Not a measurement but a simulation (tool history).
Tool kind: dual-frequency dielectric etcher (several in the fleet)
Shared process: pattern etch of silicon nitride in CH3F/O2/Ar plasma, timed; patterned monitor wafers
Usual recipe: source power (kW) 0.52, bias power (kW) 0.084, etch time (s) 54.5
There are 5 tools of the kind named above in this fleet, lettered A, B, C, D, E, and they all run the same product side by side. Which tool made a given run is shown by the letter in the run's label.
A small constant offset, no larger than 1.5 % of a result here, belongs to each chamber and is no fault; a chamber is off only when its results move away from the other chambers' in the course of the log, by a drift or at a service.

run,day,source power (kW),bias power (kW),etch time (s),"read-back reference wafer on the same gauge, depth_nm",mean etch depth across the wafer (Å)
1B,0.246,0.52,0.084,54.5,41.9,443
2D,0.679,0.52,0.084,54.5,41.886,440.81
# day 1.017: chamber B: wet clean of the chamber
3A,1.138,0.52,0.084,54.5,41.874,449.65
4E,1.421,0.52,0.084,54.5,41.866,442.82
5C,1.629,0.56,0.084,65.5,41.857,550.25
6D,2.054,0.56,0.084,65.5,41.853,544.1
7B,2.271,0.56,0.084,65.5,41.852,547.2
8A,2.638,0.56,0.084,65.5,41.834,554.38
9E,3.083,0.56,0.084,65.5,41.828,548.24
10C,3.421,0.52,0.084,54.5,41.812,444.01
11E,3.792,0.52,0.084,54.5,41.826,443.36
12D,4.054,0.52,0.084,54.5,41.811,441.19
13C,4.517,0.52,0.09,54.5,41.794,454.7
# day 4.733: chamber E: wet clean of the chamber
14B,4.9,0.52,0.09,54.5,41.782,452.71
15A,5.354,0.52,0.09,54.5,41.799,459.23
16B,5.675,0.52,0.09,54.5,41.766,453.08
17C,6.021,0.52,0.09,54.5,41.76,454.52
18D,6.279,0.52,0.084,54.5,41.742,438.98
19E,6.6,0.52,0.084,54.5,41.755,441.32
20A,6.875,0.52,0.084,54.5,41.756,447.47
21B,7.242,0.52,0.084,54.5,41.747,442.05
22A,7.642,0.52,0.084,42.5,41.735,348.44
23E,7.917,0.52,0.084,42.5,41.724,344.41
24C,8.212,0.52,0.084,42.5,41.726,345.77
25D,8.554,0.52,0.084,42.5,41.702,342.64
26A,8.783,0.52,0.084,42.5,41.703,348.6
27B,9.179,0.52,0.084,54.5,41.701,440.8
28C,9.488,0.52,0.084,54.5,41.685,442.18
29E,9.912,0.52,0.084,54.5,41.683,441.11
30D,10.117,0.52,0.084,54.5,41.674,439.32

What goes on in this fleet: one chamber off, a drifting gauge, or nothing beyond the chambers' own small offsets? Name the chamber and the cause, if any.

The shared gauge is drifting. All chambers look as if they move in step, but none is off.
Most likely cause: gauge reads low (%) = 0.561.

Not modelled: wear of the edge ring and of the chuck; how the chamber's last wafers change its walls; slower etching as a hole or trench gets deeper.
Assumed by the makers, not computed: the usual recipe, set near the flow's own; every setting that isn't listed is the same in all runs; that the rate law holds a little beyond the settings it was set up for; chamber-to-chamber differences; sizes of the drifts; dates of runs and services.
